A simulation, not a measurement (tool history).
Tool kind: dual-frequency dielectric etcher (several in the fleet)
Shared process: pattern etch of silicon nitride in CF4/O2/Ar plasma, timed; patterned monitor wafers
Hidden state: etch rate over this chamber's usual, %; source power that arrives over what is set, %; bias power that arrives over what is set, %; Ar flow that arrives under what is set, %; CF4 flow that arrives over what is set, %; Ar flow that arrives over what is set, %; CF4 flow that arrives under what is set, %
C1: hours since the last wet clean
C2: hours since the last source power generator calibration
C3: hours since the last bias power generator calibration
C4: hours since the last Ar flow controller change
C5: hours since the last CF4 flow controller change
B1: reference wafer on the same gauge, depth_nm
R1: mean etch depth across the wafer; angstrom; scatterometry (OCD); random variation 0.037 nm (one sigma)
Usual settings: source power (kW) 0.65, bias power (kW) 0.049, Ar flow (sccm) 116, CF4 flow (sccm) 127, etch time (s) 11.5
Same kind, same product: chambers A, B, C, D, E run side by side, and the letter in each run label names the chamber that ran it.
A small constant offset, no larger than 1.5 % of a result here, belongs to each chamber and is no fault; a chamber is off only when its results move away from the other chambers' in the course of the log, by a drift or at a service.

run 1E hour=5.4 | source_power_(kW)=0.65 bias_power_(kW)=0.049 Ar_flow_(sccm)=116 CF4_flow_(sccm)=127 etch_time_(s)=11.5 | C1=108.8 C2=877.5 C3=1678.5 C4=1121 C5=1903.7 | B1=22.802 | R1=278.84
run 2B hour=13.5 | source_power_(kW)=0.65 bias_power_(kW)=0.049 Ar_flow_(sccm)=116 CF4_flow_(sccm)=127 etch_time_(s)=11.5 | C1=344.1 C2=2195.5 C3=2586.3 C4=554.1 C5=1129.1 | B1=22.794 | R1=276.11
run 3C hour=17.5 | source_power_(kW)=0.65 bias_power_(kW)=0.049 Ar_flow_(sccm)=116 CF4_flow_(sccm)=127 etch_time_(s)=11.5 | C1=20.9 C2=952.2 C3=770.2 C4=1340.3 C5=1137.6 | B1=22.79 | R1=274.33
-- hour=19.1 chamber B: wet clean of the chamber
run 4D hour=25.7 | source_power_(kW)=0.65 bias_power_(kW)=0.049 Ar_flow_(sccm)=116 CF4_flow_(sccm)=127 etch_time_(s)=11.5 | C1=470.1 C2=126.4 C3=391.2 C4=2185.7 C5=450 | B1=22.783 | R1=274.72
run 5A hour=31.9 | source_power_(kW)=0.65 bias_power_(kW)=0.049 Ar_flow_(sccm)=116 CF4_flow_(sccm)=127 etch_time_(s)=11.5 | C1=184.2 C2=2078.5 C3=1597.1 C4=553.6 C5=1236.8 | B1=22.778 | R1=279.69
run 6E hour=37.7 | source_power_(kW)=0.65 bias_power_(kW)=0.049 Ar_flow_(sccm)=116 CF4_flow_(sccm)=127 etch_time_(s)=11.5 | C1=141.1 C2=909.8 C3=1710.8 C4=1153.3 C5=1936 | B1=22.779 | R1=278.79
run 7B hour=42.6 | source_power_(kW)=0.65 bias_power_(kW)=0.049 Ar_flow_(sccm)=116 CF4_flow_(sccm)=127 etch_time_(s)=11.5 | C1=23.6 C2=2224.6 C3=2615.4 C4=583.2 C5=1158.2 | B1=22.774 | R1=275.48
run 8A hour=47.9 | source_power_(kW)=0.65 bias_power_(kW)=0.049 Ar_flow_(sccm)=116 CF4_flow_(sccm)=127 etch_time_(s)=11.5 | C1=200.2 C2=2094.5 C3=1613.1 C4=569.6 C5=1252.8 | B1=22.774 | R1=278.8
run 9C hour=52.4 | source_power_(kW)=0.65 bias_power_(kW)=0.049 Ar_flow_(sccm)=116 CF4_flow_(sccm)=127 etch_time_(s)=11.5 | C1=55.8 C2=987.1 C3=805.1 C4=1375.2 C5=1172.5 | B1=22.773 | R1=273.7
run 10D hour=56.6 | source_power_(kW)=0.65 bias_power_(kW)=0.049 Ar_flow_(sccm)=116 CF4_flow_(sccm)=127 etch_time_(s)=11.5 | C1=501 C2=157.3 C3=422.1 C4=2216.6 C5=480.9 | B1=22.764 | R1=274.08
run 11D hour=62.7 | source_power_(kW)=0.65 bias_power_(kW)=0.049 Ar_flow_(sccm)=116 CF4_flow_(sccm)=127 etch_time_(s)=11.5 | C1=507.1 C2=163.4 C3=428.2 C4=2222.7 C5=487 | B1=22.767 | R1=274.1
run 12A hour=70.5 | source_power_(kW)=0.65 bias_power_(kW)=0.049 Ar_flow_(sccm)=116 CF4_flow_(sccm)=127 etch_time_(s)=11.5 | C1=222.8 C2=2117.1 C3=1635.7 C4=592.2 C5=1275.4 | B1=22.752 | R1=279.23
run 13C hour=77 | source_power_(kW)=0.65 bias_power_(kW)=0.049 Ar_flow_(sccm)=116 CF4_flow_(sccm)=127 etch_time_(s)=11.5 | C1=80.4 C2=1011.7 C3=829.7 C4=1399.8 C5=1197.1 | B1=22.763 | R1=274.03
-- hour=81.3 chamber B: source power generator calibrated
run 14E hour=84 | source_power_(kW)=0.65 bias_power_(kW)=0.049 Ar_flow_(sccm)=116 CF4_flow_(sccm)=127 etch_time_(s)=11.5 | C1=187.4 C2=956.1 C3=1757.1 C4=1199.6 C5=1982.3 | B1=22.749 | R1=279.07
run 15B hour=90.6 | source_power_(kW)=0.65 bias_power_(kW)=0.049 Ar_flow_(sccm)=116 CF4_flow_(sccm)=127 etch_time_(s)=11.5 | C1=71.6 C2=9.4 C3=2663.4 C4=631.2 C5=1206.2 | B1=22.734 | R1=275.29
run 16A hour=94.9 | source_power_(kW)=0.65 bias_power_(kW)=0.049 Ar_flow_(sccm)=116 CF4_flow_(sccm)=127 etch_time_(s)=11.5 | C1=247.2 C2=2141.5 C3=1660.1 C4=616.6 C5=1299.8 | B1=22.745 | R1=278.43
run 17B hour=98.5 | source_power_(kW)=0.65 bias_power_(kW)=0.049 Ar_flow_(sccm)=116 CF4_flow_(sccm)=127 etch_time_(s)=11.5 | C1=79.5 C2=17.3 C3=2671.3 C4=639.1 C5=1214.1 | B1=22.737 | R1=275.66
run 18D hour=102.3 | source_power_(kW)=0.65 bias_power_(kW)=0.049 Ar_flow_(sccm)=116 CF4_flow_(sccm)=127 etch_time_(s)=11.5 | C1=546.7 C2=203 C3=467.8 C4=2262.3 C5=526.6 | B1=22.748 | R1=273.95
run 19C hour=109.8 | source_power_(kW)=0.65 bias_power_(kW)=0.049 Ar_flow_(sccm)=116 CF4_flow_(sccm)=127 etch_time_(s)=11.5 | C1=113.2 C2=1044.5 C3=862.5 C4=1432.6 C5=1229.9 | B1=22.731 | R1=273.54
run 20E hour=115.1 | source_power_(kW)=0.65 bias_power_(kW)=0.049 Ar_flow_(sccm)=116 CF4_flow_(sccm)=127 etch_time_(s)=11.5 | C1=218.5 C2=987.2 C3=1788.2 C4=1230.7 C5=2013.4 | B1=22.73 | R1=278.56
-- hour=117.4 chamber D: wet clean of the chamber
run 21C hour=121.1 | source_power_(kW)=0.65 bias_power_(kW)=0.049 Ar_flow_(sccm)=116 CF4_flow_(sccm)=127 etch_time_(s)=11.5 | C1=124.5 C2=1055.8 C3=873.8 C4=1443.9 C5=1241.2 | B1=22.732 | R1=273.55
run 22E hour=126.7 | source_power_(kW)=0.65 bias_power_(kW)=0.049 Ar_flow_(sccm)=130 CF4_flow_(sccm)=142 etch_time_(s)=11.5 | C1=230.1 C2=998.8 C3=1799.8 C4=1242.3 C5=2025 | B1=22.729 | R1=278.7
run 23A hour=134.2 | source_power_(kW)=0.65 bias_power_(kW)=0.049 Ar_flow_(sccm)=130 CF4_flow_(sccm)=142 etch_time_(s)=11.5 | C1=286.5 C2=2180.8 C3=1699.4 C4=655.9 C5=1339.1 | B1=22.722 | R1=279.34
run 24D hour=137.9 | source_power_(kW)=0.65 bias_power_(kW)=0.049 Ar_flow_(sccm)=130 CF4_flow_(sccm)=142 etch_time_(s)=11.5 | C1=20.6 C2=238.6 C3=503.4 C4=2297.9 C5=562.2 | B1=22.71 | R1=273.93
run 25B hour=142.6 | source_power_(kW)=0.65 bias_power_(kW)=0.049 Ar_flow_(sccm)=130 CF4_flow_(sccm)=142 etch_time_(s)=11.5 | C1=123.6 C2=61.4 C3=2715.4 C4=683.2 C5=1258.2 | B1=22.714 | R1=275.32
run 26D hour=149.7 | source_power_(kW)=0.65 bias_power_(kW)=0.049 Ar_flow_(sccm)=130 CF4_flow_(sccm)=142 etch_time_(s)=11.5 | C1=32.4 C2=250.4 C3=515.2 C4=2309.7 C5=574 | B1=22.715 | R1=273.8
run 27B hour=153.7 | source_power_(kW)=0.65 bias_power_(kW)=0.049 Ar_flow_(sccm)=116 CF4_flow_(sccm)=127 etch_time_(s)=11.5 | C1=134.7 C2=72.5 C3=2726.5 C4=694.3 C5=1269.3 | B1=22.714 | R1=274.8
run 28C hour=158 | source_power_(kW)=0.65 bias_power_(kW)=0.049 Ar_flow_(sccm)=116 CF4_flow_(sccm)=127 etch_time_(s)=11.5 | C1=161.4 C2=1092.7 C3=910.7 C4=1480.8 C5=1278.1 | B1=22.713 | R1=272.8
run 29A hour=163 | source_power_(kW)=0.65 bias_power_(kW)=0.049 Ar_flow_(sccm)=116 CF4_flow_(sccm)=127 etch_time_(s)=11.5 | C1=315.3 C2=2209.6 C3=1728.2 C4=684.7 C5=1367.9 | B1=22.698 | R1=277.9
run 30E hour=169.4 | source_power_(kW)=0.65 bias_power_(kW)=0.049 Ar_flow_(sccm)=104 CF4_flow_(sccm)=127 etch_time_(s)=11.5 | C1=272.8 C2=1041.5 C3=1842.5 C4=1285 C5=2067.7 | B1=22.7 | R1=281.59
run 31A hour=176.7 | source_power_(kW)=0.65 bias_power_(kW)=0.049 Ar_flow_(sccm)=104 CF4_flow_(sccm)=127 etch_time_(s)=11.5 | C1=329 C2=2223.3 C3=1741.9 C4=698.4 C5=1381.6 | B1=22.688 | R1=281.93
run 32E hour=184.5 | source_power_(kW)=0.65 bias_power_(kW)=0.049 Ar_flow_(sccm)=104 CF4_flow_(sccm)=127 etch_time_(s)=11.5 | C1=287.9 C2=1056.6 C3=1857.6 C4=1300.1 C5=2082.8 | B1=22.691 | R1=282.34
run 33C hour=190.2 | source_power_(kW)=0.65 bias_power_(kW)=0.049 Ar_flow_(sccm)=104 CF4_flow_(sccm)=127 etch_time_(s)=11.5 | C1=193.6 C2=1124.9 C3=942.9 C4=1513 C5=1310.3 | B1=22.693 | R1=277
run 34D hour=196.8 | source_power_(kW)=0.65 bias_power_(kW)=0.049 Ar_flow_(sccm)=104 CF4_flow_(sccm)=127 etch_time_(s)=11.5 | C1=79.5 C2=297.5 C3=562.3 C4=2356.8 C5=621.1 | B1=22.677 | R1=276.86
run 35B hour=204.6 | source_power_(kW)=0.65 bias_power_(kW)=0.049 Ar_flow_(sccm)=116 CF4_flow_(sccm)=127 etch_time_(s)=11.5 | C1=185.6 C2=123.4 C3=2777.4 C4=745.2 C5=1320.2 | B1=22.68 | R1=274.77

Decide between three cases: one chamber stands off from its peers, the gauge reading all wafers drifts, or nothing is wrong past each chamber's small offset. Where a chamber is off, say which and what most likely put it there.

None of the chambers is off. What moves is the gauge, dragging all their readings along together.
What lies behind it: gauge reads low (%) = 0.551.

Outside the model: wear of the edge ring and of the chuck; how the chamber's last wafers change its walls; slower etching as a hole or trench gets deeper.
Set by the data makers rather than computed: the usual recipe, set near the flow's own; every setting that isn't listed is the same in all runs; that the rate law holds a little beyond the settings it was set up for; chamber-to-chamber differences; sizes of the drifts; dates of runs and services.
